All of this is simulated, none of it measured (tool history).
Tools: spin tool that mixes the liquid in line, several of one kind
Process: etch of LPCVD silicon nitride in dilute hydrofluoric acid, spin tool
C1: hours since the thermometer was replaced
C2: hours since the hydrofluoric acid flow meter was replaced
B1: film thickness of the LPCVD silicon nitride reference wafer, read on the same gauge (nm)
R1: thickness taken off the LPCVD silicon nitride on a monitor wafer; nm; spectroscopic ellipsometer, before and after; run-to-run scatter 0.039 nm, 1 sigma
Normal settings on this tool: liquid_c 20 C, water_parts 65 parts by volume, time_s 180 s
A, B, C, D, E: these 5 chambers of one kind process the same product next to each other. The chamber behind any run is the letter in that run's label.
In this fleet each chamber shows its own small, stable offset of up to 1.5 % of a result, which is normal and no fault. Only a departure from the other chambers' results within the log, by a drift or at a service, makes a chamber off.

Run 1D, hour 9.3: usual settings; C1 423.8; C2 1782.6; B1 30.011. Result: R1 1.03770 nm.
Run 2B, hour 18.7: usual settings; C1 164.4; C2 1001.3; B1 29.990. Result: R1 0.97952 nm.
Run 3C, hour 26.5: usual settings; C1 642.1; C2 86.5; B1 29.990. Result: R1 1.01030 nm.
Run 4A, hour 35.8: usual settings; C1 82.1; C2 197.2; B1 29.996. Result: R1 1.08540 nm.
Run 5E, hour 42.7: usual settings; C1 429.6; C2 211.7; B1 29.990. Result: R1 0.94915 nm.
Run 6A, hour 48.8: usual settings; C1 95.1; C2 210.2; B1 29.990. Result: R1 0.97467 nm.
Run 7B, hour 55.9: usual settings; C1 201.6; C2 1038.5; B1 30.015. Result: R1 0.95840 nm.
Run 8D, hour 67.7: usual settings; C1 482.2; C2 1841.0; B1 30.032. Result: R1 0.90937 nm.
Run 9E, hour 76.0: usual settings; C1 462.9; C2 245.0; B1 30.004. Result: R1 1.00710 nm.
Run 10C, hour 85.2: usual settings; C1 700.8; C2 145.2; B1 29.998. Result: R1 0.98812 nm.
Run 11C, hour 91.2: usual settings; C1 706.8; C2 151.2; B1 29.973. Result: R1 1.03690 nm.
Run 12E, hour 99.0: usual settings; C1 485.9; C2 268.0; B1 29.981. Result: R1 1.02330 nm.
Run 13D, hour 110.3: usual settings; C1 524.8; C2 1883.6; B1 29.984. Result: R1 1.02570 nm.
Run 14B, hour 119.1: usual settings; C1 264.8; C2 1101.7; B1 29.966. Result: R1 1.02520 nm.
Run 15A, hour 127.7: usual settings; C1 174.0; C2 289.1; B1 29.984. Result: R1 0.98141 nm.
Run 16A, hour 135.1: usual settings; C1 181.4; C2 296.5; B1 30.010. Result: R1 0.98152 nm.
Run 17D, hour 141.4: usual settings; C1 555.9; C2 1914.7; B1 29.986. Result: R1 0.98363 nm.
Run 18E, hour 147.1: usual settings but water_parts 45 parts by volume; C1 534.0; C2 316.1; B1 30.017. Result: R1 1.47790 nm.
Run 19B, hour 156.7: usual settings but water_parts 45 parts by volume; C1 302.4; C2 1139.3; B1 29.992. Result: R1 1.45720 nm.
Run 20C, hour 167.9: usual settings but water_parts 45 parts by volume; C1 783.5; C2 227.9; B1 29.961. Result: R1 1.37130 nm.
Run 21A, hour 174.3: usual settings but water_parts 45 parts by volume; C1 220.6; C2 335.7; B1 29.989. Result: R1 1.51230 nm.
Run 22B, hour 183.9: usual settings but water_parts 45 parts by volume; C1 329.6; C2 1166.5; B1 29.993. Result: R1 1.47940 nm.
Run 23C, hour 192.8: usual settings; C1 808.4; C2 252.8; B1 29.993. Result: R1 1.03350 nm.
Run 24D, hour 198.5: usual settings; C1 613.0; C2 1971.8; B1 29.986. Result: R1 1.02430 nm.
Run 25E, hour 204.5: usual settings; C1 591.4; C2 373.5; B1 30.018. Result: R1 0.98325 nm.
At hour 211.1: chamber C: thermometer replaced.
Run 26C, hour 216.4: usual settings; C1 5.4; C2 276.4; B1 29.986. Result: R1 0.96866 nm.
Run 27D, hour 226.4: usual settings; C1 640.9; C2 1999.7; B1 30.007. Result: R1 1.00840 nm.
Run 28A, hour 236.1: usual settings; C1 282.4; C2 397.5; B1 30.000. Result: R1 1.04080 nm.
Run 29B, hour 245.2: usual settings but time_s 235 s; C1 390.9; C2 1227.8; B1 30.009. Result: R1 1.26740 nm.
Run 30E, hour 252.3: usual settings but time_s 235 s; C1 639.2; C2 421.3; B1 30.036. Result: R1 1.22900 nm.
Run 31B, hour 261.7: usual settings but time_s 235 s; C1 407.4; C2 1244.3; B1 30.024. Result: R1 1.25080 nm.
Run 32E, hour 267.1: usual settings but time_s 235 s; C1 654.0; C2 436.1; B1 29.980. Result: R1 1.38720 nm.
Run 33D, hour 277.9: usual settings but time_s 235 s; C1 692.4; C2 2051.2; B1 30.006. Result: R1 1.29240 nm.
Run 34C, hour 289.7: usual settings; C1 78.7; C2 349.7; B1 29.979. Result: R1 0.94863 nm.
Run 35A, hour 297.6: usual settings; C1 343.9; C2 459.0; B1 29.998. Result: R1 1.10280 nm.

Next, all 5 chambers run the settings below, one line each with question marks for the results. What does each chamber give?
Run 36A, hour 306.1: usual settings but liquid_c 17 C. Result: R1 ?.
Run 36B, hour 306.1: usual settings but liquid_c 17 C. Result: R1 ?.
Run 36C, hour 306.1: usual settings but liquid_c 17 C. Result: R1 ?.
Run 36D, hour 306.1: usual settings but liquid_c 17 C. Result: R1 ?.
Run 36E, hour 306.1: usual settings but liquid_c 17 C. Result: R1 ?.

run       R1
36A  0.80291
36B  0.82973
36C  0.85285
36D  0.83318
36E  0.83847

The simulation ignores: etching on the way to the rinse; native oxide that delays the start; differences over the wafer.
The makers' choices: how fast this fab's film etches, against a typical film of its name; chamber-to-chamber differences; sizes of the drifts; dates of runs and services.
